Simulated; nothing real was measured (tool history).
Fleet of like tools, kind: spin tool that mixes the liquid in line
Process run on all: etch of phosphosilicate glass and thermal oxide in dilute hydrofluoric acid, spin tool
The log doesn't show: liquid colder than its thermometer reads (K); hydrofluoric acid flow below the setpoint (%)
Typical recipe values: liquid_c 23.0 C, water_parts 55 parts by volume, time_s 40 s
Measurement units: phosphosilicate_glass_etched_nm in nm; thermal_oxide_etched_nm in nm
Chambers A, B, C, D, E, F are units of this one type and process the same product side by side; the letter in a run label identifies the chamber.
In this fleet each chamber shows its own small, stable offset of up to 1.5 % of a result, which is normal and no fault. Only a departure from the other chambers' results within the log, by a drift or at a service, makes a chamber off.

run	day	liquid_c	water_parts	time_s	hours since the thermometer was replaced	hours since the hydrofluoric acid flow meter was replaced	read-back film thickness of the phosphosilicate glass reference wafer, read on the same gauge (nm)	read-back film thickness of the thermal oxide reference wafer, read on the same gauge (nm)	phosphosilicate_glass_etched_nm	thermal_oxide_etched_nm
1B	0.117	23.0	55	40	331.2	234.3	70.002	150.02	57.852	3.2915
2D	0.317	23.0	55	40	434.4	1023.1	69.997	150.02	57.641	3.3511
3A	0.542	23.0	55	40	73.2	15.6	70.015	150.00	56.977	3.4130
4E	0.696	23.0	55	40	1730.5	446.6	69.980	150.01	57.464	3.4590
5C	0.883	23.0	55	40	2138.1	445.2	69.998	149.98	57.271	3.3885
6F	1.038	23.0	55	40	930.1	142.0	70.018	150.00	56.915	3.4015
7C	1.275	23.0	55	40	2147.5	454.6	69.975	150.01	57.005	3.4210
8F	1.450	23.0	55	40	940.0	151.9	70.012	150.02	56.731	3.4205
9B	1.671	23.0	55	20	368.5	271.6	69.999	149.99	28.802	1.6427
10D	1.871	23.0	55	20	471.7	1060.4	70.005	149.98	28.938	1.6742
# day 2.021: chamber E: hydrofluoric acid flow meter replaced
11E	2.083	23.0	55	20	1763.8	1.6	69.997	149.99	28.816	1.7278
12A	2.275	23.0	55	20	114.8	57.2	69.990	149.98	28.369	1.7209
13B	2.392	23.0	55	20	385.8	288.9	69.989	149.98	28.678	1.7238
14C	2.562	23.0	55	20	2178.4	485.5	70.015	149.97	28.642	1.7142
15F	2.808	23.0	55	40	972.6	184.5	70.008	150.01	56.779	3.3869
# day 2.838: chamber D: hydrofluoric acid flow meter replaced
16E	3.017	25.5	55	55	1786.2	24.0	70.011	149.99	87.306	5.2745
17A	3.133	25.5	55	55	135.4	77.8	70.015	150.01	86.098	5.1857
18D	3.246	25.5	55	55	504.7	9.9	69.991	150.03	87.655	5.0511
19E	3.442	25.5	55	55	1796.4	34.2	69.986	149.98	87.630	5.3472
20F	3.683	25.5	55	55	993.6	205.5	70.002	150.03	86.018	5.1518
21B	3.842	25.5	55	55	420.6	323.7	69.985	149.98	87.320	5.1776
22C	4.004	23.0	55	40	2213.0	520.1	70.006	149.99	57.321	3.4240
23D	4.121	23.0	55	40	525.7	30.9	70.018	150.00	57.298	3.3995
24A	4.358	21.0	85	40	164.8	107.2	70.003	149.98	32.193	1.9410
25D	4.521	21.0	85	40	535.3	40.5	69.982	150.02	33.237	1.9477
26C	4.733	21.0	85	40	2230.5	537.6	70.013	150.00	32.671	1.9559
27A	4.850	21.0	85	40	176.6	119.0	69.999	150.01	32.162	1.9445
28F	5.083	21.0	85	40	1027.2	239.1	69.997	150.01	32.837	2.0071
29B	5.212	21.0	85	40	453.5	356.6	69.994	150.01	33.220	1.9818
30E	5.358	23.0	55	40	1842.4	80.2	70.017	150.01	56.953	3.4539
31C	5.517	23.0	55	40	2249.3	556.4	69.983	150.02	57.039	3.3367
32F	5.688	23.0	55	40	1041.7	253.6	70.010	150.01	57.098	3.3430
33B	5.938	23.0	55	40	470.9	374.0	70.009	149.98	57.767	3.4533
34E	6.079	23.0	55	40	1859.7	97.5	70.025	150.01	57.560	3.4018
35D	6.304	23.0	55	40	578.1	83.3	69.999	149.98	57.898	3.3886
36A	6.483	23.0	55	40	215.8	158.2	70.012	150.03	56.724	3.4480
37E	6.646	23.0	55	40	1873.3	111.1	70.025	149.98	56.996	3.4085
38D	6.862	23.0	55	40	591.5	96.7	69.988	150.00	57.255	3.4536
39A	7.000	23.0	55	40	228.2	170.6	70.036	150.01	56.722	3.3761
40F	7.208	23.0	55	40	1078.2	290.1	70.025	149.99	56.690	3.4293
41C	7.354	23.0	55	40	2293.4	600.5	70.003	150.00	56.965	3.4029
42B	7.596	23.0	55	40	510.7	413.8	69.983	149.99	58.389	3.3793

Does one chamber stand apart from the rest, does the shared gauge drift, or is all well apart from small per-chamber offsets? Give the chamber and the most likely cause, where there is one.

All chambers stay in line apart from their small fixed offsets, and the gauge does not drift.
